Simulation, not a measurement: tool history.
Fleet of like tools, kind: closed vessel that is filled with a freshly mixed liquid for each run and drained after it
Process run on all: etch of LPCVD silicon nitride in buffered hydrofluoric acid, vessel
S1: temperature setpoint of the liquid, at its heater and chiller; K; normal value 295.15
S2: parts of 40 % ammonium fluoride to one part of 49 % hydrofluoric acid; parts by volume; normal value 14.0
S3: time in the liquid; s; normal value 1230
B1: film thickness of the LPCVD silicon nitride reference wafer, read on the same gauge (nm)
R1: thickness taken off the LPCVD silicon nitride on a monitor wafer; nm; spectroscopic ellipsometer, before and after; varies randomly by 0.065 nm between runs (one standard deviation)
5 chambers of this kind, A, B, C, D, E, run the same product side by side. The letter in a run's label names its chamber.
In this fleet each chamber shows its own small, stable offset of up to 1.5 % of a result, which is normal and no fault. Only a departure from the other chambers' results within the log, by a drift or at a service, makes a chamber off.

| run | hour | S1 | S2 | S3 | B1 | R1 |
|---|---|---|---|---|---|---|
| 1C | 5.6 | 295.15 | 14.0 | 1230 | 149.99 | 11.7270 |
| 2B | 11.0 | 295.15 | 14.0 | 1230 | 150.04 | 11.8180 |
| 3E | 17.8 | 295.15 | 14.0 | 1230 | 150.04 | 11.7900 |
| 4D | 24.1 | 295.15 | 14.0 | 1230 | 150.03 | 11.7780 |
| 5A | 34.7 | 295.15 | 14.0 | 1230 | 150.04 | 11.9490 |
| 6A | 44.6 | 290.65 | 14.0 | 1230 | 150.03 | 9.2598 |
| 7B | 49.7 | 290.65 | 14.0 | 1230 | 150.01 | 9.2266 |
| 8C | 60.4 | 290.65 | 14.0 | 1230 | 150.01 | 9.1851 |
| 9E | 70.0 | 290.65 | 14.0 | 1230 | 150.01 | 9.1603 |
| 10D | 80.0 | 290.65 | 14.0 | 1230 | 150.02 | 9.1027 |
| 11C | 89.9 | 295.15 | 14.0 | 1230 | 150.05 | 11.8840 |
| 12A | 100.7 | 295.15 | 14.0 | 1230 | 149.97 | 12.0210 |
| 13E | 108.6 | 295.15 | 14.0 | 1230 | 150.06 | 11.8110 |
| 14B | 118.2 | 295.15 | 14.0 | 900 | 150.00 | 8.6412 |
| 15D | 124.1 | 295.15 | 14.0 | 900 | 150.06 | 8.6228 |
| 16D | 128.8 | 295.15 | 14.0 | 900 | 150.02 | 8.6515 |
| 17E | 138.7 | 295.15 | 14.0 | 900 | 150.02 | 8.6754 |
| 18A | 146.9 | 295.15 | 14.0 | 900 | 149.99 | 8.6620 |
| 19C | 153.7 | 295.15 | 14.0 | 1230 | 150.00 | 11.7660 |
| 20B | 163.4 | 299.65 | 14.0 | 1510 | 150.00 | 18.5190 |
| 21D | 174.3 | 299.65 | 14.0 | 1510 | 149.96 | 18.4970 |
|  | 178.6 | chamber A: hydrofluoric acid flow meter replaced |
| 22B | 180.9 | 299.65 | 14.0 | 1510 | 150.01 | 18.3830 |
|  | 183.5 | chamber B: thermometer replaced |
| 23A | 191.4 | 299.65 | 14.0 | 1510 | 150.01 | 18.8040 |
| 24C | 198.1 | 299.65 | 14.0 | 1510 | 149.93 | 18.5410 |
| 25E | 204.6 | 295.15 | 14.0 | 1230 | 149.95 | 11.9330 |
| 26E | 210.4 | 295.15 | 14.0 | 1230 | 149.96 | 11.8570 |
|  | 212.6 | chamber E: hydrofluoric acid flow meter replaced |
| 27C | 217.9 | 295.15 | 12.0 | 1230 | 150.03 | 13.6180 |
| 28A | 224.5 | 295.15 | 12.0 | 1230 | 149.96 | 13.8890 |
| 29D | 231.9 | 295.15 | 12.0 | 1230 | 149.95 | 13.7400 |
| 30B | 237.4 | 295.15 | 12.0 | 1230 | 149.99 | 13.7000 |
| 31B | 245.3 | 295.15 | 12.0 | 1230 | 150.00 | 13.8550 |
| 32C | 251.2 | 295.15 | 14.0 | 1230 | 150.00 | 11.8580 |
| 33A | 260.8 | 295.15 | 14.0 | 1230 | 150.00 | 11.9500 |
| 34E | 269.1 | 295.15 | 14.0 | 1230 | 150.01 | 11.8150 |
| 35D | 275.3 | 298.65 | 14.0 | 1230 | 150.00 | 14.2720 |
| 36E | 285.7 | 298.65 | 14.0 | 1230 | 149.99 | 14.3650 |
| 37A | 295.1 | 298.65 | 14.0 | 1230 | 150.06 | 14.6500 |
| 38C | 302.6 | 298.65 | 14.0 | 1230 | 150.00 | 14.2350 |
| 39B | 310.7 | 298.65 | 14.0 | 1230 | 150.04 | 14.3120 |
| 40D | 316.9 | 295.15 | 14.0 | 1230 | 150.01 | 11.6890 |
| 41D | 323.2 | 295.15 | 11.5 | 1230 | 150.00 | 14.2890 |
| 42C | 329.8 | 295.15 | 11.5 | 1230 | 149.93 | 14.2080 |
| 43B | 340.3 | 295.15 | 11.5 | 1230 | 150.00 | 14.1830 |
| 44A | 346.1 | 295.15 | 11.5 | 1230 | 150.04 | 14.5850 |

Predict what each chamber gives when all 5 of them run the settings below next.
| 45A | 353.9 | 295.15 | 14.0 | 1230 |  | ? |
| 45B | 353.9 | 295.15 | 14.0 | 1230 |  | ? |
| 45C | 353.9 | 295.15 | 14.0 | 1230 |  | ? |
| 45D | 353.9 | 295.15 | 14.0 | 1230 |  | ? |
| 45E | 353.9 | 295.15 | 14.0 | 1230 |  | ? |

| run | R1 |
|---|---|
| 45A | 11.9430 |
| 45B | 11.7700 |
| 45C | 11.7540 |
| 45D | 11.7910 |
| 45E | 11.8160 |
